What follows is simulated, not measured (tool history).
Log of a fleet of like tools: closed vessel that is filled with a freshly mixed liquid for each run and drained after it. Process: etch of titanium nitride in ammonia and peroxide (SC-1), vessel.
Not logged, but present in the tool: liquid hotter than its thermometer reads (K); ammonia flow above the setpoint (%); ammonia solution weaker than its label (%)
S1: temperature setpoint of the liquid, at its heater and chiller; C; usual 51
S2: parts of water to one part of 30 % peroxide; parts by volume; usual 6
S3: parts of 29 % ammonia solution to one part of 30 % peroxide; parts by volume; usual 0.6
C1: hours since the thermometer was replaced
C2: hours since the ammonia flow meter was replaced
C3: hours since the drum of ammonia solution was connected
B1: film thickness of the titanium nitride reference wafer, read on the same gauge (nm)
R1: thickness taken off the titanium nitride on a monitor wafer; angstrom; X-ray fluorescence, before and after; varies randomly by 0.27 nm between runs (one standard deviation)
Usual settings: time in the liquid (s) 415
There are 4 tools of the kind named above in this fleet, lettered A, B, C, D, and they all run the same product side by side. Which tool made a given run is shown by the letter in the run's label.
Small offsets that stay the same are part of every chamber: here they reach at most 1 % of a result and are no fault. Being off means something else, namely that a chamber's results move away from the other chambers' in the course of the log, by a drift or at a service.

run 1D hour=4.6 | S1=51 S2=6 S3=0.6 time_in_the_liquid_(s)=415 | C1=147.7 C2=765.5 C3=781.9 | B1=40.018 | R1=444.64
run 2B hour=9.9 | S1=51 S2=6 S3=0.6 time_in_the_liquid_(s)=415 | C1=531.4 C2=225.0 C3=126.7 | B1=39.996 | R1=452.09
run 3A hour=14.8 | S1=51 S2=6 S3=0.6 time_in_the_liquid_(s)=415 | C1=156.1 C2=593.6 C3=546.3 | B1=40.014 | R1=449.18
run 4C hour=18.2 | S1=51 S2=6 S3=0.6 time_in_the_liquid_(s)=415 | C1=2145.5 C2=1175.5 C3=111.9 | B1=39.961 | R1=445.29
run 5D hour=24.7 | S1=51 S2=6 S3=0.6 time_in_the_liquid_(s)=415 | C1=167.8 C2=785.6 C3=802.0 | B1=39.995 | R1=448.25
run 6B hour=31.9 | S1=51 S2=6 S3=0.6 time_in_the_liquid_(s)=415 | C1=553.4 C2=247.0 C3=148.7 | B1=39.992 | R1=448.31
run 7C hour=37.9 | S1=51 S2=6 S3=0.6 time_in_the_liquid_(s)=415 | C1=2165.2 C2=1195.2 C3=131.6 | B1=40.042 | R1=448.56
run 8A hour=45.3 | S1=51 S2=6 S3=0.6 time_in_the_liquid_(s)=415 | C1=186.6 C2=624.1 C3=576.8 | B1=40.001 | R1=455.37
run 9B hour=49.8 | S1=51 S2=6 S3=0.6 time_in_the_liquid_(s)=415 | C1=571.3 C2=264.9 C3=166.6 | B1=40.001 | R1=443.32
run 10A hour=55.1 | S1=51 S2=6 S3=0.6 time_in_the_liquid_(s)=415 | C1=196.4 C2=633.9 C3=586.6 | B1=40.001 | R1=446.53
run 11C hour=61.4 | S1=51 S2=6 S3=0.6 time_in_the_liquid_(s)=415 | C1=2188.7 C2=1218.7 C3=155.1 | B1=40.019 | R1=444.23
run 12D hour=64.8 | S1=51 S2=6 S3=0.6 time_in_the_liquid_(s)=415 | C1=207.9 C2=825.7 C3=842.1 | B1=40.003 | R1=447.81
run 13D hour=71.0 | S1=51 S2=6 S3=0.6 time_in_the_liquid_(s)=415 | C1=214.1 C2=831.9 C3=848.3 | B1=39.985 | R1=448.44
run 14B hour=78.5 | S1=51 S2=6 S3=0.6 time_in_the_liquid_(s)=415 | C1=600.0 C2=293.6 C3=195.3 | B1=39.989 | R1=447.15
run 15C hour=82.2 | S1=51 S2=6 S3=0.6 time_in_the_liquid_(s)=415 | C1=2209.5 C2=1239.5 C3=175.9 | B1=39.953 | R1=447.50
run 16A hour=89.0 | S1=51 S2=6 S3=0.6 time_in_the_liquid_(s)=415 | C1=230.3 C2=667.8 C3=620.5 | B1=40.029 | R1=448.95
-- hour=90.4 chamber A: new drum of ammonia solution connected
run 17C hour=96.2 | S1=51 S2=6 S3=0.6 time_in_the_liquid_(s)=415 | C1=2223.5 C2=1253.5 C3=189.9 | B1=39.983 | R1=443.30
run 18D hour=100.5 | S1=51 S2=6 S3=0.6 time_in_the_liquid_(s)=415 | C1=243.6 C2=861.4 C3=877.8 | B1=39.981 | R1=453.01
run 19A hour=104.5 | S1=51 S2=9 S3=0.6 time_in_the_liquid_(s)=225 | C1=245.8 C2=683.3 C3=14.2 | B1=39.990 | R1=199.20
run 20B hour=108.1 | S1=51 S2=9 S3=0.6 time_in_the_liquid_(s)=225 | C1=629.6 C2=323.2 C3=224.9 | B1=40.006 | R1=200.28
run 21C hour=113.4 | S1=51 S2=9 S3=0.6 time_in_the_liquid_(s)=225 | C1=2240.7 C2=1270.7 C3=207.1 | B1=39.993 | R1=200.64
run 22D hour=116.8 | S1=51 S2=9 S3=0.6 time_in_the_liquid_(s)=225 | C1=259.9 C2=877.7 C3=894.1 | B1=40.033 | R1=202.19
run 23B hour=122.0 | S1=51 S2=6 S3=0.6 time_in_the_liquid_(s)=415 | C1=643.5 C2=337.1 C3=238.8 | B1=39.998 | R1=450.49
run 24A hour=125.5 | S1=51 S2=6 S3=0.6 time_in_the_liquid_(s)=415 | C1=266.8 C2=704.3 C3=35.2 | B1=40.041 | R1=449.95
run 25B hour=129.6 | S1=51 S2=6 S3=0.6 time_in_the_liquid_(s)=415 | C1=651.1 C2=344.7 C3=246.4 | B1=40.019 | R1=449.47
run 26C hour=136.4 | S1=51 S2=6 S3=0.6 time_in_the_liquid_(s)=415 | C1=2263.7 C2=1293.7 C3=230.1 | B1=40.019 | R1=446.98
run 27A hour=143.3 | S1=51 S2=6 S3=0.6 time_in_the_liquid_(s)=415 | C1=284.6 C2=722.1 C3=53.0 | B1=40.028 | R1=451.69
run 28D hour=150.7 | S1=51 S2=6 S3=0.6 time_in_the_liquid_(s)=415 | C1=293.8 C2=911.6 C3=928.0 | B1=40.017 | R1=467.42
run 29C hour=154.6 | S1=51 S2=6 S3=0.6 time_in_the_liquid_(s)=415 | C1=2281.9 C2=1311.9 C3=248.3 | B1=39.994 | R1=446.83
run 30B hour=160.2 | S1=51 S2=6 S3=0.6 time_in_the_liquid_(s)=415 | C1=681.7 C2=375.3 C3=277.0 | B1=39.991 | R1=448.35
run 31D hour=165.2 | S1=51 S2=6 S3=0.6 time_in_the_liquid_(s)=415 | C1=308.3 C2=926.1 C3=942.5 | B1=39.984 | R1=471.64
-- hour=170.0 chamber B: ammonia flow meter replaced
run 32A hour=170.7 | S1=51 S2=6 S3=0.6 time_in_the_liquid_(s)=415 | C1=312.0 C2=749.5 C3=80.4 | B1=40.014 | R1=452.10
run 33D hour=173.9 | S1=51 S2=6 S3=0.6 time_in_the_liquid_(s)=415 | C1=317.0 C2=934.8 C3=951.2 | B1=40.015 | R1=465.21
run 34C hour=178.8 | S1=51 S2=6 S3=0.6 time_in_the_liquid_(s)=340 | C1=2306.1 C2=1336.1 C3=272.5 | B1=40.021 | R1=364.13
run 35A hour=183.6 | S1=51 S2=6 S3=0.6 time_in_the_liquid_(s)=340 | C1=324.9 C2=762.4 C3=93.3 | B1=40.016 | R1=371.36
run 36B hour=187.0 | S1=51 S2=6 S3=0.6 time_in_the_liquid_(s)=340 | C1=708.5 C2=17.0 C3=303.8 | B1=39.959 | R1=368.64
run 37A hour=191.5 | S1=51 S2=6 S3=0.6 time_in_the_liquid_(s)=340 | C1=332.8 C2=770.3 C3=101.2 | B1=39.983 | R1=366.51
run 38D hour=196.7 | S1=51 S2=6 S3=0.6 time_in_the_liquid_(s)=415 | C1=339.8 C2=957.6 C3=974.0 | B1=40.006 | R1=478.84

What goes on in this fleet: one chamber off, a drifting gauge, or nothing beyond the chambers' own small offsets? Name the chamber and the cause, if any.

One chamber, D, drifts off from the rest bit by bit.
Most likely cause: liquid hotter than its thermometer reads (K) = 0.977.

Below are 4 candidate recipes for chamber D's next run, each the usual settings with a change, their results shown as question marks. Which of them brings D's results back in line with what the other chambers give on the usual settings?
Counts as in line when no further than this from what the other chambers average on the usual settings: R1 9.40 angstrom
run 39D-1 hour=202.1 | S1=50.0 S2=6 S3=0.6 time_in_the_liquid_(s)=395 | R1=?
run 39D-2 hour=202.1 | S1=51.5 S2=6 S3=0.6 time_in_the_liquid_(s)=430 | R1=?
run 39D-3 hour=202.1 | S1=50.5 S2=6 S3=0.6 time_in_the_liquid_(s)=405 | R1=?
run 39D-4 hour=202.1 | S1=52.0 S2=6 S3=0.6 time_in_the_liquid_(s)=440 | R1=?

What the other chambers average on the usual settings: R1 447.80 angstrom
run=39D-1 R1=426.59
run=39D-2 R1=514.27
run=39D-3 R1=452.46
run=39D-4 R1=544.20
39D-3 brings the chamber back in line.
